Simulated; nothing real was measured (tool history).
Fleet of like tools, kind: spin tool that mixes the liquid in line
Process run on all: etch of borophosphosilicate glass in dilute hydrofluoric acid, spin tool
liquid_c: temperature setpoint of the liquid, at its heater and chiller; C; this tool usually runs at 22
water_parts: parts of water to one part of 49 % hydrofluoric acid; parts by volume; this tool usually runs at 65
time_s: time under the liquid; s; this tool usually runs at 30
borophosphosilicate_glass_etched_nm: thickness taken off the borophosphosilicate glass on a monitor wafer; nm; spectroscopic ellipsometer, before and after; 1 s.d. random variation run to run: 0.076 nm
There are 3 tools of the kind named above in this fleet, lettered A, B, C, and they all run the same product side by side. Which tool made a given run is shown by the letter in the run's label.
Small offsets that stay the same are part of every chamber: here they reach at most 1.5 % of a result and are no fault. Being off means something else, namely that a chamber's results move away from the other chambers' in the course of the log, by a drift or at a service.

run,hour,liquid_c,water_parts,time_s,"read-back film thickness of the borophosphosilicate glass reference wafer, read on the same gauge (nm)",borophosphosilicate_glass_etched_nm
1A,5.9,22,65,30,80.033,22.51
2C,14.1,22,65,30,80.022,22.449
3B,21,22,65,30,79.984,22.122
4C,28.7,22,65,30,80.023,22.489
5B,40.5,22,65,30,80.013,22.024
6A,53.1,22,65,30,79.989,22.508
7C,66.2,22,65,30,80.029,22.421
8A,72.5,22,65,30,80.019,22.348
9B,83.4,22,65,30,79.974,22.165
10C,92.7,22,65,30,79.997,22.632
11B,105.5,22,65,30,80.01,22.131
12A,112.4,22,65,30,80.035,22.426
13B,121,22,65,30,80.033,22.101
14C,130.3,22,65,30,80.039,22.557
15A,139.8,22,50,30,80.029,29.876
16A,148.3,22,50,30,79.96,30.103
17B,155.7,22,50,30,79.994,29.305
18C,168.7,22,65,30,79.97,22.525
19B,179.1,22,65,30,79.96,22.23
20C,191.9,22,65,30,80.012,22.599
21A,202.7,22,65,30,79.988,22.552
# hour 215.9: chamber A: thermometer replaced
22C,216.1,22,65,30,80.009,22.525
23B,229.3,19.5,65,35,79.974,23.239
24A,238.2,19.5,65,35,79.971,23.532
25A,251.1,19.5,65,35,80.046,23.586
26B,257.1,22,65,30,79.961,22.058
27C,263.8,22,65,30,80,22.56
28C,276.6,22,65,30,80.028,22.543
29A,285.6,22,65,30,80.015,22.417
30B,292.5,22,65,30,80.007,22.176
31C,300,22,65,30,79.996,22.502
32B,309.5,22,65,30,80.001,22.155
33A,321.4,22,65,30,80.01,22.474
34C,328.1,22,65,30,80.017,22.518
35B,339.8,22,65,30,79.976,22.144
36A,351.6,22,65,30,79.994,22.471
37C,362.1,22,65,30,79.971,22.482

All chambers now run identical settings, listed one chamber a line with results as question marks. What results will each chamber show?
38A,371.8,22,65,30,,?
38B,371.8,22,65,30,,?
38C,371.8,22,65,30,,?

run,borophosphosilicate_glass_etched_nm
38A,22.437
38B,22.187
38C,22.519
